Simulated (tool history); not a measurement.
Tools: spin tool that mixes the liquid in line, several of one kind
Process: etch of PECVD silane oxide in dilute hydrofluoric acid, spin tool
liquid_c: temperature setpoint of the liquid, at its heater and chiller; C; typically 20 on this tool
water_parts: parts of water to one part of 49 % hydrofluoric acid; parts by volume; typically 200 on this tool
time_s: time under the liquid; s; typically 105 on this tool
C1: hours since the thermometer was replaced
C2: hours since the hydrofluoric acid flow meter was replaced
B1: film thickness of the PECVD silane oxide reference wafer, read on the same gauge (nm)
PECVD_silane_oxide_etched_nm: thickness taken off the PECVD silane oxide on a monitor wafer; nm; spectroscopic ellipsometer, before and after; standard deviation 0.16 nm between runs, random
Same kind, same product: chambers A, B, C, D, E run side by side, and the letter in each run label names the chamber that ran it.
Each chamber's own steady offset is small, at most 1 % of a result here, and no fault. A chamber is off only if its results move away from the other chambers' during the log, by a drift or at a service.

Run 1E, hour 11.4: usual settings; C1 1310.6; C2 793.6; B1 59.986. Result: PECVD_silane_oxide_etched_nm 19.926 nm.
Run 2D, hour 23: usual settings; C1 213.8; C2 929.9; B1 59.989. Result: PECVD_silane_oxide_etched_nm 19.933 nm.
Run 3A, hour 33.3: usual settings; C1 199.5; C2 267.2; B1 60.007. Result: PECVD_silane_oxide_etched_nm 19.88 nm.
Run 4C, hour 46.1: usual settings; C1 1062.3; C2 521.9; B1 60.012. Result: PECVD_silane_oxide_etched_nm 19.992 nm.
Run 5B, hour 57.8: usual settings; C1 310; C2 323.1; B1 60.026. Result: PECVD_silane_oxide_etched_nm 20.262 nm.
Run 6D, hour 68.1: usual settings; C1 258.9; C2 975; B1 60.009. Result: PECVD_silane_oxide_etched_nm 20.225 nm.
Run 7E, hour 80.5: usual settings but water_parts 135 parts by volume; C1 1379.7; C2 862.7; B1 60.018. Result: PECVD_silane_oxide_etched_nm 31.6 nm.
Run 8B, hour 90.7: usual settings but water_parts 135 parts by volume; C1 342.9; C2 356; B1 59.983. Result: PECVD_silane_oxide_etched_nm 32.217 nm.
Run 9C, hour 105.7: usual settings but water_parts 135 parts by volume; C1 1121.9; C2 581.5; B1 59.992. Result: PECVD_silane_oxide_etched_nm 31.298 nm.
Run 10A, hour 117.1: usual settings but water_parts 135 parts by volume; C1 283.3; C2 351; B1 59.988. Result: PECVD_silane_oxide_etched_nm 31.512 nm.
Run 11A, hour 123.7: usual settings but water_parts 135 parts by volume; C1 289.9; C2 357.6; B1 59.983. Result: PECVD_silane_oxide_etched_nm 31.179 nm.
Run 12C, hour 133.8: usual settings; C1 1150; C2 609.6; B1 59.999. Result: PECVD_silane_oxide_etched_nm 19.952 nm.
Run 13B, hour 142: usual settings but water_parts 260 parts by volume; C1 394.2; C2 407.3; B1 60.022. Result: PECVD_silane_oxide_etched_nm 14.549 nm.
Run 14D, hour 150.3: usual settings but water_parts 260 parts by volume; C1 341.1; C2 1057.2; B1 59.999. Result: PECVD_silane_oxide_etched_nm 14.633 nm.
At hour 161.6: chamber E: hydrofluoric acid flow meter replaced.
Run 15E, hour 164.8: usual settings but water_parts 260 parts by volume; C1 1464; C2 3.2; B1 60.02. Result: PECVD_silane_oxide_etched_nm 14.389 nm.
Run 16B, hour 175.6: usual settings but water_parts 260 parts by volume; C1 427.8; C2 440.9; B1 60.014. Result: PECVD_silane_oxide_etched_nm 14.778 nm.
Run 17A, hour 184.6: usual settings but water_parts 260 parts by volume; C1 350.8; C2 418.5; B1 60.007. Result: PECVD_silane_oxide_etched_nm 13.823 nm.
Run 18D, hour 199.2: usual settings; C1 390; C2 1106.1; B1 59.994. Result: PECVD_silane_oxide_etched_nm 20.229 nm.
Run 19E, hour 211.6: usual settings; C1 1510.8; C2 50; B1 60.008. Result: PECVD_silane_oxide_etched_nm 20.106 nm.
Run 20C, hour 224: usual settings but water_parts 160 parts by volume, time_s 85 s; C1 1240.2; C2 699.8; B1 59.996. Result: PECVD_silane_oxide_etched_nm 20.943 nm.
Run 21A, hour 235.8: usual settings but water_parts 160 parts by volume, time_s 85 s; C1 402; C2 469.7; B1 60.013. Result: PECVD_silane_oxide_etched_nm 20.371 nm.
Run 22D, hour 248.2: usual settings but water_parts 160 parts by volume, time_s 85 s; C1 439; C2 1155.1; B1 59.981. Result: PECVD_silane_oxide_etched_nm 21.159 nm.
Run 23B, hour 257.6: usual settings but water_parts 160 parts by volume, time_s 85 s; C1 509.8; C2 522.9; B1 60.026. Result: PECVD_silane_oxide_etched_nm 21.407 nm.
Run 24C, hour 264.8: usual settings but water_parts 160 parts by volume, time_s 85 s; C1 1281; C2 740.6; B1 59.99. Result: PECVD_silane_oxide_etched_nm 21.052 nm.
Run 25E, hour 276.2: usual settings; C1 1575.4; C2 114.6; B1 59.997. Result: PECVD_silane_oxide_etched_nm 19.855 nm.
Run 26E, hour 290.7: usual settings; C1 1589.9; C2 129.1; B1 59.991. Result: PECVD_silane_oxide_etched_nm 19.85 nm.
Run 27A, hour 297.5: usual settings; C1 463.7; C2 531.4; B1 60.004. Result: PECVD_silane_oxide_etched_nm 18.621 nm.
Run 28D, hour 305.7: usual settings; C1 496.5; C2 1212.6; B1 59.974. Result: PECVD_silane_oxide_etched_nm 19.905 nm.
Run 29C, hour 315: usual settings; C1 1331.2; C2 790.8; B1 59.997. Result: PECVD_silane_oxide_etched_nm 19.988 nm.
At hour 326.9: chamber E: thermometer replaced.
Run 30B, hour 329.7: usual settings; C1 581.9; C2 595; B1 60.013. Result: PECVD_silane_oxide_etched_nm 20.08 nm.
Run 31C, hour 336.8: usual settings; C1 1353; C2 812.6; B1 60.024. Result: PECVD_silane_oxide_etched_nm 19.998 nm.
Run 32D, hour 346.7: usual settings; C1 537.5; C2 1253.6; B1 60.005. Result: PECVD_silane_oxide_etched_nm 20.073 nm.
Run 33E, hour 355.4: usual settings; C1 28.5; C2 193.8; B1 59.986. Result: PECVD_silane_oxide_etched_nm 19.951 nm.

All chambers now run identical settings, listed one chamber a line with results as question marks. What results will each chamber show?
Run 34A, hour 366.1: usual settings but liquid_c 22.5 C. Result: PECVD_silane_oxide_etched_nm ?.
Run 34B, hour 366.1: usual settings but liquid_c 22.5 C. Result: PECVD_silane_oxide_etched_nm ?.
Run 34C, hour 366.1: usual settings but liquid_c 22.5 C. Result: PECVD_silane_oxide_etched_nm ?.
Run 34D, hour 366.1: usual settings but liquid_c 22.5 C. Result: PECVD_silane_oxide_etched_nm ?.
Run 34E, hour 366.1: usual settings but liquid_c 22.5 C. Result: PECVD_silane_oxide_etched_nm ?.

run  PECVD_silane_oxide_etched_nm
34A                         20.02
34B                        22.536
34C                        22.078
34D                        22.501
34E                        21.935

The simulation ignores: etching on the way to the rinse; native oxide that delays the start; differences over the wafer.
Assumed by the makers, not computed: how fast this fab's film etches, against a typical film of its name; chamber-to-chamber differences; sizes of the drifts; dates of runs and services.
